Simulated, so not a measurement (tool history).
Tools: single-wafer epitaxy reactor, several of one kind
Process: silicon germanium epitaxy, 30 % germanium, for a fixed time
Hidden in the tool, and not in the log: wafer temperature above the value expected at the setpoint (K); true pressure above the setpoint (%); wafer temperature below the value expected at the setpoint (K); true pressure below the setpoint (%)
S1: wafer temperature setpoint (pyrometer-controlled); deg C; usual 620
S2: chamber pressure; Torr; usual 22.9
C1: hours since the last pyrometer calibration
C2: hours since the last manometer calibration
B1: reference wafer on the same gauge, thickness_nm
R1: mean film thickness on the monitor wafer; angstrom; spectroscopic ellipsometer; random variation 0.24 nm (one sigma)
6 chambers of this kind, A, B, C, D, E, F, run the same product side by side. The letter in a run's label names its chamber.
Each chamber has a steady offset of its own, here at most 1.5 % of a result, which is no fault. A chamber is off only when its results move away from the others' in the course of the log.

run,hour,S1,S2,C1,C2,B1,R1
1F,6.2,620,22.9,1882.1,2204.9,93.093,896.58
2A,13,620,22.9,2034.6,1247.3,93.023,900.46
3D,20.8,620,22.9,548.7,1709.2,93.006,892.9
4B,27.4,620,22.9,1045.8,1191.3,93.044,885.31
5E,35.3,620,22.9,511.4,199.4,93.025,892.17
6C,43.4,620,22.9,570,435.4,93.026,888.84
7F,53.5,620,22.9,1929.4,2252.2,92.959,898.11
8B,61,620,22.9,1079.4,1224.9,93.028,887.02
9A,70.7,620,22.9,2092.3,1305,93.002,903.45
10D,76.9,620,22.9,604.8,1765.3,92.989,889.71
11C,82.5,620,22.9,609.1,474.5,92.981,884.98
12E,92.4,625,22.9,568.5,256.5,92.925,968.1
13E,99.6,625,22.9,575.7,263.7,92.979,974.26
14F,108.5,625,22.9,1984.4,2307.2,93.064,974.14
15C,118,625,22.9,644.6,510,92.988,967.87
16A,124.6,625,22.9,2146.2,1358.9,92.947,977.28
17D,133.4,625,22.9,661.3,1821.8,92.997,972.21
18B,138.8,620,22.9,1157.2,1302.7,92.975,882.99
19E,145.1,620,22.9,621.2,309.2,92.965,892.25
20C,151.5,620,22.9,678.1,543.5,92.962,885.31
21F,161,620,22.9,2036.9,2359.7,92.963,892.47
22D,166.1,620,22.9,694,1854.5,93.033,889.23
23B,175.4,620,22.9,1193.8,1339.3,93.09,887.49
# hour 176.8: chamber F: pyrometer calibrated
24A,183.1,620,22.9,2204.7,1417.4,92.966,900.83
25A,194.6,620,22.9,2216.2,1428.9,93.022,897.29
26C,201,620,22.9,727.6,593,92.91,879.77
27B,206.9,620,22.9,1225.3,1370.8,93.028,881.55
28F,216.7,620,22.9,40,2415.4,93.048,914.34
29E,222.1,620,22.9,698.2,386.2,93.078,892.36
30D,228,620,22.9,755.9,1916.4,93.022,894.6
31B,238,620,22.9,1256.4,1401.9,92.999,888.8
32C,246.1,620,22.9,772.7,638.1,93.05,884.5
33A,254,620,19.4,2275.6,1488.3,92.996,844.18
34E,262.9,620,19.4,739,427,92.961,834.14
# hour 267.1: chamber F: capacitance manometer re-zeroed and calibrated
35D,272,620,19.4,799.9,1960.4,93.02,835.17
36F,281.3,620,19.4,104.6,14.2,93.049,855.86
# hour 285.3: chamber D: capacitance manometer re-zeroed and calibrated
37B,290.4,620,19.4,1308.8,1454.3,92.974,825.34
38E,298.9,620,19.4,775,463,92.997,836.48
# hour 303.2: chamber A: capacitance manometer re-zeroed and calibrated
39D,304,620,22.9,831.9,18.8,93.052,892.3
40C,314.6,620,22.9,841.2,706.6,92.964,888
41A,322.7,620,22.9,2344.3,19.5,92.927,903.78
42F,332.7,620,22.9,156,65.6,93.021,913.04

Is one chamber off against the others, does the gauge drift, or is nothing wrong? If a chamber is off, say which, and what the likeliest cause is.

A service left chamber F off against the others.
Cause: wafer temperature above the value expected at the setpoint (K) = 0.938.

Here are 4 candidates for chamber F's next run, each the usual settings with a change, their results left as question marks. Which one brings its results back in line with what the others give on the usual settings?
In line means no further than this from the other chambers' mean on the usual settings: R1 8.4 angstrom
43F-1,341,622,23.2,,,,?
43F-2,341,621,23.1,,,,?
43F-3,341,618,22.6,,,,?
43F-4,341,620,21.6,,,,?

The other chambers' mean on the usual settings: R1 891.79 angstrom
run,R1
43F-1,947.73
43F-2,929.93
43F-3,875.22
43F-4,889.93
43F-4 brings the chamber back in line.
